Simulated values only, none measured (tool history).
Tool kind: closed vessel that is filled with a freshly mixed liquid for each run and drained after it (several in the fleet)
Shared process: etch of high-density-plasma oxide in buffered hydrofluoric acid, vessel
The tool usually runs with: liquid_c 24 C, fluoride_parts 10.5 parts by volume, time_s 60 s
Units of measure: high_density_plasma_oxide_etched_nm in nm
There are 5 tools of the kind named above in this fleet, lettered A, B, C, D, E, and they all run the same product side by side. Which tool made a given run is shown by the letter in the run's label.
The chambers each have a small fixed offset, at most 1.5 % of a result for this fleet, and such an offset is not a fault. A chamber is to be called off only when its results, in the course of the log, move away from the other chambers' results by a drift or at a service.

run	hour	liquid_c	fluoride_parts	time_s	hours since the thermometer was replaced	hours since the hydrofluoric acid flow meter was replaced	read-back film thickness of the high-density-plasma oxide reference wafer, read on the same gauge (nm)	high_density_plasma_oxide_etched_nm
1D	3.7	24	10.5	60	1927.9	499.7	79.98	72.47
2C	7.2	24	10.5	60	437	66	80.012	72.451
3E	11	24	10.5	60	1245.8	778.2	79.999	73.068
4A	13.5	24	10.5	60	497.3	1805	80.033	73.54
5B	17.8	24	10.5	60	370.6	1901.2	79.974	72.222
6D	20.2	22	10.5	60	1944.4	516.2	80.009	64.518
7B	24.2	22	10.5	60	377	1907.6	80.017	64.71
# hour 25.9: chamber E: thermometer replaced
8A	26.5	22	10.5	60	510.3	1818	79.968	64.768
9C	30.3	22	10.5	60	460.1	89.1	79.987	64.309
10E	32.8	22	10.5	60	6.9	800	80.009	64.116
11E	35.9	24	10.5	60	10	803.1	79.998	72.558
12B	40.3	24	10.5	60	393.1	1923.7	80	73.248
13A	42.5	24	8.5	30	526.3	1834	80.014	43.774
14C	46.7	24	8.5	30	476.5	105.5	80.025	43.182
15D	49.7	24	8.5	30	1973.9	545.7	80.025	42.65
16A	53.8	24	8.5	30	537.6	1845.3	80.007	43.682
17D	58.2	24	8.5	30	1982.4	554.2	79.996	43.033
18E	62.5	24	10.5	40	36.6	829.7	79.992	48.477
19C	66	24	10.5	40	495.8	124.8	79.971	47.536
20B	69.7	24	10.5	40	422.5	1953.1	79.996	48.19
21E	73.4	24	10.5	40	47.5	840.6	80.038	48.628
22B	77.8	24	10.5	40	430.6	1961.2	80.018	48.526
23A	80.2	24	10.5	60	564	1871.7	79.997	72.874
24D	84.5	24	10.5	60	2008.7	580.5	80.005	69.193
25C	87	24	10.5	60	516.8	145.8	79.982	71.234
26D	90	24	10.5	60	2014.2	586	80.015	68.933
27B	92.5	24	10.5	60	445.3	1975.9	80.009	72.924
28A	94.8	24	10.5	60	578.6	1886.3	79.984	72.852
29C	96.9	24	10.5	60	526.7	155.7	80.01	71.15
30E	100.8	24	10.5	60	74.9	868	79.991	72.256
31B	103.4	24	10.5	60	456.2	1986.8	79.966	73.86
32D	107	24	10.5	60	2031.2	603	80.012	68.809
33E	109.5	24	10.5	60	83.6	876.7	79.991	73.295
34C	112.2	24	10.5	60	542	171	79.976	72.739
35A	114.2	24	10.5	60	598	1905.7	80.007	72.002
36E	116.2	24	10.5	60	90.3	883.4	79.983	71.002
37C	118.9	24	12.5	60	548.7	177.7	79.999	60.536
38D	122.2	24	12.5	60	2046.4	618.2	79.981	56.302
39A	125.8	24	12.5	60	609.6	1917.3	79.99	62.313
40B	127.9	24	12.5	60	480.7	2011.3	80.011	61.035
41B	131.4	24	12.5	60	484.2	2014.8	79.999	61.435
42C	135.9	24	10.5	60	565.7	194.7	79.989	71.727
43E	139.8	24	10.5	60	113.9	907	79.998	72.562
44A	143.3	24	10.5	60	627.1	1934.8	80.016	72.12

Is one chamber off against the others, does the gauge drift, or is nothing wrong? If a chamber is off, say which, and what the likeliest cause is.

It is chamber D that slowly wanders off from its peers.
Cause: liquid colder than its thermometer reads (K) = 1.87.
It could be hard to tell apart here from: hydrofluoric acid flow below the setpoint (%).

Here are 4 candidates for chamber D's next run, each the usual settings with a change, their results left as question marks. Which one brings its results back in line with what the others give on the usual settings?
Allowed miss from the other chambers' usual-settings mean, per result, to count as in line: high_density_plasma_oxide_etched_nm 2.3 nm
45D-1	146.6	23	11	60				?
45D-2	146.6	24	10	60				?
45D-3	146.6	23.5	10.5	60				?
45D-4	146.6	24.5	10.5	65				?

Usual-settings mean across the other chambers: high_density_plasma_oxide_etched_nm 72.423 nm
run	high_density_plasma_oxide_etched_nm
45D-1	58.64
45D-2	68.047
45D-3	63.128
45D-4	72.35
45D-4 is the one that brings the chamber's results back in line with the other chambers.
